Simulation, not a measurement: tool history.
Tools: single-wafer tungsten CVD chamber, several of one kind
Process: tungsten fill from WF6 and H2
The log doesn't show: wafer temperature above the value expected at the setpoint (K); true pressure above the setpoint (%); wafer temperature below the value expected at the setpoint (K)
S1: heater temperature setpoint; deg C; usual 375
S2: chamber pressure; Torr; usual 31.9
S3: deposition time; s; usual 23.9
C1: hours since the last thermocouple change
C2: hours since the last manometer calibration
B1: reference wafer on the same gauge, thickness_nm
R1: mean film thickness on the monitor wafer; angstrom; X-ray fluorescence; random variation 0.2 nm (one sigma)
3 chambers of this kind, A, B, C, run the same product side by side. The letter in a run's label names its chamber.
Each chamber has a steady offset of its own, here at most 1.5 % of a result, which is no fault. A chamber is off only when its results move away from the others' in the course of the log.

run 1A hour=7.6 | S1=375 S2=31.9 S3=23.9 | C1=1057.0 C2=632.0 | B1=46.549 | R1=427.74
run 2B hour=19.2 | S1=375 S2=31.9 S3=23.9 | C1=505.0 C2=1453.9 | B1=46.556 | R1=444.29
run 3C hour=33.6 | S1=375 S2=31.9 S3=23.9 | C1=1608.2 C2=1422.2 | B1=46.474 | R1=442.75
run 4B hour=44.1 | S1=375 S2=31.9 S3=23.9 | C1=529.9 C2=1478.8 | B1=46.493 | R1=442.06
run 5C hour=55.6 | S1=375 S2=25.5 S3=23.9 | C1=1630.2 C2=1444.2 | B1=46.473 | R1=396.10
run 6A hour=67.0 | S1=375 S2=25.5 S3=23.9 | C1=1116.4 C2=691.4 | B1=46.471 | R1=387.45
run 7A hour=74.5 | S1=375 S2=25.5 S3=23.9 | C1=1123.9 C2=698.9 | B1=46.501 | R1=392.73
run 8C hour=85.5 | S1=375 S2=31.9 S3=23.9 | C1=1660.1 C2=1474.1 | B1=46.541 | R1=440.71
run 9B hour=98.4 | S1=375 S2=31.9 S3=23.9 | C1=584.2 C2=1533.1 | B1=46.468 | R1=438.67
run 10A hour=108.0 | S1=375 S2=27.7 S3=21.8 | C1=1157.4 C2=732.4 | B1=46.529 | R1=368.21
run 11C hour=116.8 | S1=375 S2=27.7 S3=21.8 | C1=1691.4 C2=1505.4 | B1=46.477 | R1=379.27
run 12B hour=130.2 | S1=375 S2=27.7 S3=21.8 | C1=616.0 C2=1564.9 | B1=46.474 | R1=375.82
run 13B hour=140.2 | S1=375 S2=31.9 S3=23.9 | C1=626.0 C2=1574.9 | B1=46.499 | R1=441.80
run 14A hour=151.0 | S1=375 S2=31.9 S3=23.9 | C1=1200.4 C2=775.4 | B1=46.492 | R1=433.61
run 15C hour=159.0 | S1=375 S2=31.9 S3=26.2 | C1=1733.6 C2=1547.6 | B1=46.481 | R1=485.13
run 16C hour=173.1 | S1=375 S2=31.9 S3=26.2 | C1=1747.7 C2=1561.7 | B1=46.476 | R1=485.69
-- hour=174.8 chamber A: thermocouple changed; heater temperature recalibrated
run 17A hour=180.6 | S1=375 S2=31.9 S3=26.2 | C1=5.8 C2=805.0 | B1=46.475 | R1=501.51
run 18B hour=195.0 | S1=375 S2=31.9 S3=23.9 | C1=680.8 C2=1629.7 | B1=46.421 | R1=444.29
run 19A hour=202.8 | S1=375 S2=31.9 S3=23.9 | C1=28.0 C2=827.2 | B1=46.494 | R1=455.66
run 20B hour=211.8 | S1=375 S2=31.9 S3=23.9 | C1=697.6 C2=1646.5 | B1=46.556 | R1=439.72
run 21C hour=222.0 | S1=375 S2=31.9 S3=23.9 | C1=1796.6 C2=1610.6 | B1=46.421 | R1=439.24
run 22B hour=233.2 | S1=375 S2=31.9 S3=23.9 | C1=719.0 C2=1667.9 | B1=46.497 | R1=440.82
run 23C hour=242.0 | S1=375 S2=31.9 S3=23.9 | C1=1816.6 C2=1630.6 | B1=46.484 | R1=442.87
run 24A hour=250.2 | S1=375 S2=31.9 S3=23.9 | C1=75.4 C2=874.6 | B1=46.516 | R1=453.43
run 25B hour=261.7 | S1=375 S2=31.9 S3=23.9 | C1=747.5 C2=1696.4 | B1=46.539 | R1=437.58
run 26A hour=270.8 | S1=362 S2=31.9 S3=23.9 | C1=96.0 C2=895.2 | B1=46.510 | R1=346.95
run 27C hour=281.8 | S1=362 S2=31.9 S3=23.9 | C1=1856.4 C2=1670.4 | B1=46.480 | R1=334.67
run 28B hour=296.1 | S1=362 S2=31.9 S3=23.9 | C1=781.9 C2=1730.8 | B1=46.499 | R1=335.21
run 29C hour=305.1 | S1=375 S2=31.9 S3=23.9 | C1=1879.7 C2=1693.7 | B1=46.474 | R1=445.19
run 30A hour=316.0 | S1=375 S2=31.9 S3=23.9 | C1=141.2 C2=940.4 | B1=46.525 | R1=458.15
run 31A hour=326.4 | S1=375 S2=31.9 S3=23.9 | C1=151.6 C2=950.8 | B1=46.463 | R1=453.73
run 32B hour=341.3 | S1=375 S2=31.9 S3=23.9 | C1=827.1 C2=1776.0 | B1=46.479 | R1=439.04

Is one chamber off against the others, does the gauge drift, or is nothing wrong? If a chamber is off, say which, and what the likeliest cause is.

A service left chamber A off against the others.
Cause: wafer temperature above the value expected at the setpoint (K) = 2.44.

Here are 4 candidates for chamber A's next run, each the usual settings with a change, their results left as question marks. Which one brings its results back in line with what the others give on the usual settings?
In line means no further than this from the other chambers' mean on the usual settings: R1 7.10 angstrom
run 33A-1 hour=352.2 | S1=376 S2=31.9 S3=24.1 | R1=?
run 33A-2 hour=352.2 | S1=374 S2=31.7 S3=23.7 | R1=?
run 33A-3 hour=352.2 | S1=373 S2=31.6 S3=23.6 | R1=?
run 33A-4 hour=352.2 | S1=375 S2=31.9 S3=25.3 | R1=?

The other chambers' mean on the usual settings: R1 442.29 angstrom
run=33A-1 R1=468.80
run=33A-2 R1=440.99
run=33A-3 R1=429.45
run=33A-4 R1=482.18
33A-2 brings the chamber back in line.
